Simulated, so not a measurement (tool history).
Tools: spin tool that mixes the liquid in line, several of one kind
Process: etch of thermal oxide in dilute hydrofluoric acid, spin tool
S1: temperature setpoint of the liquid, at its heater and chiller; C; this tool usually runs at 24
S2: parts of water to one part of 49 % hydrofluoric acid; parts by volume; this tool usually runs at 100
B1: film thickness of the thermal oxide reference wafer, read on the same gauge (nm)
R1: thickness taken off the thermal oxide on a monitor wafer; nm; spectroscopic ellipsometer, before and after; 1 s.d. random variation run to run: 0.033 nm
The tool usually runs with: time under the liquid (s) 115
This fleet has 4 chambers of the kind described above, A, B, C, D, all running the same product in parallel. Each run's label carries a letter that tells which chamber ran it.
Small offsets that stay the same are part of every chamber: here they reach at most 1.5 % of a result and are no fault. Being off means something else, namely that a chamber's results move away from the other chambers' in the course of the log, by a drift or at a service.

run 1D hour=5.2 | S1=24 S2=100 time_under_the_liquid_(s)=115 | B1=120.01 | R1=5.2274
run 2C hour=11.9 | S1=24 S2=100 time_under_the_liquid_(s)=115 | B1=120 | R1=5.2135
run 3B hour=15.8 | S1=24 S2=100 time_under_the_liquid_(s)=115 | B1=119.99 | R1=5.2135
run 4A hour=21.5 | S1=24 S2=100 time_under_the_liquid_(s)=115 | B1=120 | R1=5.2506
run 5D hour=26.5 | S1=24 S2=100 time_under_the_liquid_(s)=115 | B1=120 | R1=5.2239
run 6C hour=29.9 | S1=24 S2=100 time_under_the_liquid_(s)=115 | B1=120.02 | R1=5.2357
run 7B hour=35.6 | S1=24 S2=100 time_under_the_liquid_(s)=115 | B1=119.99 | R1=5.2284
run 8A hour=39.7 | S1=24 S2=100 time_under_the_liquid_(s)=115 | B1=119.98 | R1=5.1845
run 9C hour=44.6 | S1=24 S2=100 time_under_the_liquid_(s)=115 | B1=119.98 | R1=5.2699
run 10D hour=49.4 | S1=24 S2=100 time_under_the_liquid_(s)=115 | B1=120 | R1=5.1703
run 11B hour=55.2 | S1=24 S2=65 time_under_the_liquid_(s)=115 | B1=120 | R1=8.4054
run 12A hour=61 | S1=24 S2=65 time_under_the_liquid_(s)=115 | B1=120.01 | R1=8.5878
run 13D hour=66.4 | S1=24 S2=65 time_under_the_liquid_(s)=115 | B1=120 | R1=8.2464
run 14A hour=69.4 | S1=24 S2=65 time_under_the_liquid_(s)=115 | B1=119.99 | R1=8.6503
run 15C hour=74.7 | S1=24 S2=100 time_under_the_liquid_(s)=115 | B1=120 | R1=5.2948
run 16B hour=77.7 | S1=24 S2=100 time_under_the_liquid_(s)=115 | B1=120 | R1=5.2057
run 17B hour=81.1 | S1=24 S2=100 time_under_the_liquid_(s)=115 | B1=119.98 | R1=5.2295
run 18C hour=87.1 | S1=24 S2=100 time_under_the_liquid_(s)=115 | B1=120 | R1=5.2095
run 19A hour=92.5 | S1=27 S2=100 time_under_the_liquid_(s)=170 | B1=120.02 | R1=8.9304
run 20D hour=98.5 | S1=27 S2=100 time_under_the_liquid_(s)=170 | B1=119.97 | R1=8.6686
run 21D hour=104.6 | S1=27 S2=100 time_under_the_liquid_(s)=170 | B1=120.01 | R1=8.5053
run 22A hour=108.3 | S1=27 S2=100 time_under_the_liquid_(s)=170 | B1=120 | R1=9.1274
run 23B hour=112.4 | S1=24 S2=100 time_under_the_liquid_(s)=115 | B1=120.01 | R1=5.2484
run 24C hour=118.2 | S1=24 S2=100 time_under_the_liquid_(s)=115 | B1=119.99 | R1=5.2151
run 25B hour=121.8 | S1=24 S2=100 time_under_the_liquid_(s)=115 | B1=120.02 | R1=5.2469
run 26C hour=126.6 | S1=24 S2=100 time_under_the_liquid_(s)=115 | B1=120 | R1=5.2384
run 27A hour=129.6 | S1=24 S2=100 time_under_the_liquid_(s)=115 | B1=120 | R1=5.5591
run 28D hour=132.7 | S1=24 S2=100 time_under_the_liquid_(s)=115 | B1=120.01 | R1=5.2083
run 29A hour=139.3 | S1=24 S2=100 time_under_the_liquid_(s)=115 | B1=119.97 | R1=5.6041
run 30D hour=143.8 | S1=24 S2=100 time_under_the_liquid_(s)=115 | B1=120 | R1=5.2012
run 31B hour=149.7 | S1=24 S2=100 time_under_the_liquid_(s)=115 | B1=120 | R1=5.2483
run 32C hour=155.2 | S1=24 S2=100 time_under_the_liquid_(s)=115 | B1=120 | R1=5.294
run 33D hour=160.7 | S1=27.5 S2=100 time_under_the_liquid_(s)=115 | B1=119.98 | R1=5.9578

Predict what each chamber gives when all 4 of them run the settings below next.
run 34A hour=165.6 | S1=24 S2=120 time_under_the_liquid_(s)=115 | R1=?
run 34B hour=165.6 | S1=24 S2=120 time_under_the_liquid_(s)=115 | R1=?
run 34C hour=165.6 | S1=24 S2=120 time_under_the_liquid_(s)=115 | R1=?
run 34D hour=165.6 | S1=24 S2=120 time_under_the_liquid_(s)=115 | R1=?

run=34A R1=4.5593
run=34B R1=4.2786
run=34C R1=4.3146
run=34D R1=4.2412
